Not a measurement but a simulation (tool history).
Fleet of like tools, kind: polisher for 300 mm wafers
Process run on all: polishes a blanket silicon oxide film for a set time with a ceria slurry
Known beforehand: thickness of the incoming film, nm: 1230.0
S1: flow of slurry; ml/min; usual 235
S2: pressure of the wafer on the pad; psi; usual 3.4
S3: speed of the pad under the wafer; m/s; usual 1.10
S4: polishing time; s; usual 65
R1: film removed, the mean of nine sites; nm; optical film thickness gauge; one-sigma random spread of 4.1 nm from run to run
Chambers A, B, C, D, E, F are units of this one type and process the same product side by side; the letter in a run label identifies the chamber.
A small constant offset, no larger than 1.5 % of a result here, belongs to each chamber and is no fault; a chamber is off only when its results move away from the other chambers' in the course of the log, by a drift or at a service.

{"run": "1C", "hour": 6.1, "S1": 235, "S2": 3.4, "S3": 1.1, "S4": 65, "R1": 330.43}
{"hour": 7.2, "done": "chamber F: head pressure recalibrated"}
{"run": "2B", "hour": 14.1, "S1": 235, "S2": 3.4, "S3": 1.1, "S4": 65, "R1": 329.55}
{"hour": 17.5, "done": "chamber E: head pressure recalibrated"}
{"run": "3A", "hour": 26.9, "S1": 235, "S2": 3.4, "S3": 1.1, "S4": 65, "R1": 341.75}
{"run": "4F", "hour": 36.0, "S1": 235, "S2": 3.4, "S3": 1.1, "S4": 65, "R1": 320.67}
{"run": "5D", "hour": 42.1, "S1": 235, "S2": 3.4, "S3": 1.1, "S4": 65, "R1": 326.36}
{"hour": 44.3, "done": "chamber F: worn pad replaced by a new one"}
{"hour": 46.2, "done": "chamber E: worn pad replaced by a new one"}
{"hour": 47.6, "done": "chamber A: worn pad replaced by a new one"}
{"hour": 48.3, "done": "chamber C: worn pad replaced by a new one"}
{"run": "6E", "hour": 49.1, "S1": 235, "S2": 3.4, "S3": 1.1, "S4": 65, "R1": 331.32}
{"hour": 53.1, "done": "chamber B: slurry nozzle cleaned"}
{"run": "7C", "hour": 57.0, "S1": 235, "S2": 3.4, "S3": 1.1, "S4": 65, "R1": 333.36}
{"run": "8F", "hour": 64.5, "S1": 235, "S2": 3.4, "S3": 1.1, "S4": 65, "R1": 332.87}
{"run": "9A", "hour": 72.4, "S1": 235, "S2": 2.5, "S3": 1.42, "S4": 65, "R1": 316.71}
{"run": "10E", "hour": 78.2, "S1": 235, "S2": 2.5, "S3": 1.42, "S4": 65, "R1": 306.3}
{"hour": 79.8, "done": "chamber B: worn pad replaced by a new one"}
{"run": "11D", "hour": 89.3, "S1": 235, "S2": 2.5, "S3": 1.42, "S4": 65, "R1": 308.0}
{"run": "12B", "hour": 99.0, "S1": 235, "S2": 2.5, "S3": 1.42, "S4": 65, "R1": 315.53}
{"run": "13C", "hour": 112.0, "S1": 235, "S2": 2.5, "S3": 1.42, "S4": 65, "R1": 313.93}
{"run": "14A", "hour": 121.9, "S1": 235, "S2": 2.5, "S3": 1.42, "S4": 65, "R1": 308.25}
{"hour": 122.3, "done": "chamber D: slurry nozzle cleaned"}
{"run": "15F", "hour": 134.0, "S1": 235, "S2": 3.4, "S3": 1.1, "S4": 65, "R1": 323.96}
{"hour": 135.2, "done": "chamber F: worn pad replaced by a new one"}
{"run": "16B", "hour": 146.4, "S1": 235, "S2": 3.4, "S3": 1.1, "S4": 65, "R1": 332.06}
{"hour": 152.2, "done": "chamber E: worn pad replaced by a new one"}
{"run": "17E", "hour": 152.3, "S1": 235, "S2": 3.4, "S3": 1.1, "S4": 65, "R1": 329.07}
{"run": "18D", "hour": 159.6, "S1": 235, "S2": 3.4, "S3": 1.1, "S4": 65, "R1": 329.29}
{"hour": 161.2, "done": "chamber B: worn pad replaced by a new one"}
{"hour": 163.3, "done": "chamber D: worn pad replaced by a new one"}
{"hour": 163.7, "done": "chamber A: worn pad replaced by a new one"}
{"run": "19F", "hour": 166.0, "S1": 235, "S2": 3.4, "S3": 1.1, "S4": 65, "R1": 325.77}
{"run": "20E", "hour": 171.9, "S1": 235, "S2": 3.4, "S3": 1.1, "S4": 65, "R1": 320.0}
{"run": "21A", "hour": 180.3, "S1": 235, "S2": 3.4, "S3": 1.1, "S4": 65, "R1": 333.17}
{"hour": 183.8, "done": "chamber C: worn pad replaced by a new one"}
{"run": "22C", "hour": 188.6, "S1": 235, "S2": 3.4, "S3": 1.1, "S4": 65, "R1": 320.23}
{"run": "23B", "hour": 196.0, "S1": 235, "S2": 3.4, "S3": 1.1, "S4": 65, "R1": 337.51}
{"hour": 201.6, "done": "chamber F: slurry nozzle cleaned"}
{"hour": 202.3, "done": "chamber A: head pressure recalibrated"}
{"run": "24D", "hour": 205.4, "S1": 180, "S2": 3.4, "S3": 1.1, "S4": 65, "R1": 314.36}
{"hour": 211.6, "done": "chamber E: slurry nozzle cleaned"}
{"run": "25B", "hour": 213.1, "S1": 180, "S2": 3.4, "S3": 1.1, "S4": 65, "R1": 312.52}
{"run": "26D", "hour": 223.2, "S1": 180, "S2": 3.4, "S3": 1.1, "S4": 65, "R1": 315.3}
{"hour": 223.3, "done": "chamber F: worn pad replaced by a new one"}
{"run": "27A", "hour": 233.2, "S1": 180, "S2": 3.4, "S3": 1.1, "S4": 65, "R1": 314.9}
{"hour": 241.1, "done": "chamber B: worn pad replaced by a new one"}
{"run": "28C", "hour": 243.7, "S1": 180, "S2": 3.4, "S3": 1.1, "S4": 65, "R1": 324.98}
{"run": "29F", "hour": 254.5, "S1": 180, "S2": 3.4, "S3": 1.1, "S4": 65, "R1": 314.92}
{"hour": 262.1, "done": "chamber E: worn pad replaced by a new one"}
{"run": "30E", "hour": 263.5, "S1": 235, "S2": 3.4, "S3": 1.1, "S4": 65, "R1": 322.2}
{"hour": 264.0, "done": "chamber B: slurry nozzle cleaned"}
{"run": "31F", "hour": 275.3, "S1": 235, "S2": 3.4, "S3": 1.1, "S4": 65, "R1": 327.98}
{"hour": 278.3, "done": "chamber A: worn pad replaced by a new one"}
{"run": "32C", "hour": 281.1, "S1": 205, "S2": 3.4, "S3": 1.34, "S4": 65, "R1": 395.99}
{"run": "33A", "hour": 289.8, "S1": 205, "S2": 3.4, "S3": 1.34, "S4": 65, "R1": 387.98}
{"run": "34B", "hour": 301.7, "S1": 205, "S2": 3.4, "S3": 1.34, "S4": 65, "R1": 395.16}
{"hour": 312.8, "done": "chamber F: worn pad replaced by a new one"}
{"run": "35E", "hour": 314.1, "S1": 205, "S2": 3.4, "S3": 1.34, "S4": 65, "R1": 387.17}
{"hour": 320.3, "done": "chamber D: worn pad replaced by a new one"}
{"run": "36D", "hour": 322.4, "S1": 205, "S2": 3.4, "S3": 1.34, "S4": 65, "R1": 387.51}
{"hour": 323.9, "done": "chamber C: slurry nozzle cleaned"}
{"hour": 327.5, "done": "chamber B: worn pad replaced by a new one"}
{"run": "37B", "hour": 328.5, "S1": 205, "S2": 3.4, "S3": 1.34, "S4": 65, "R1": 393.15}
{"hour": 334.3, "done": "chamber C: worn pad replaced by a new one"}
{"run": "38E", "hour": 338.8, "S1": 235, "S2": 3.4, "S3": 1.1, "S4": 65, "R1": 335.56}
{"run": "39A", "hour": 346.8, "S1": 235, "S2": 2.7, "S3": 1.1, "S4": 65, "R1": 263.1}
{"run": "40C", "hour": 353.0, "S1": 235, "S2": 2.7, "S3": 1.1, "S4": 65, "R1": 261.31}
{"run": "41D", "hour": 361.7, "S1": 235, "S2": 2.7, "S3": 1.1, "S4": 65, "R1": 267.05}
{"run": "42F", "hour": 370.9, "S1": 235, "S2": 2.7, "S3": 1.1, "S4": 65, "R1": 262.3}
{"run": "43F", "hour": 383.9, "S1": 235, "S2": 2.7, "S3": 1.1, "S4": 65, "R1": 259.24}

Does one chamber stand apart from the rest, does the shared gauge drift, or is all well apart from small per-chamber offsets? Give the chamber and the most likely cause, where there is one.

The fleet is healthy, with each chamber sitting at its usual small offset and no drift in the gauge.
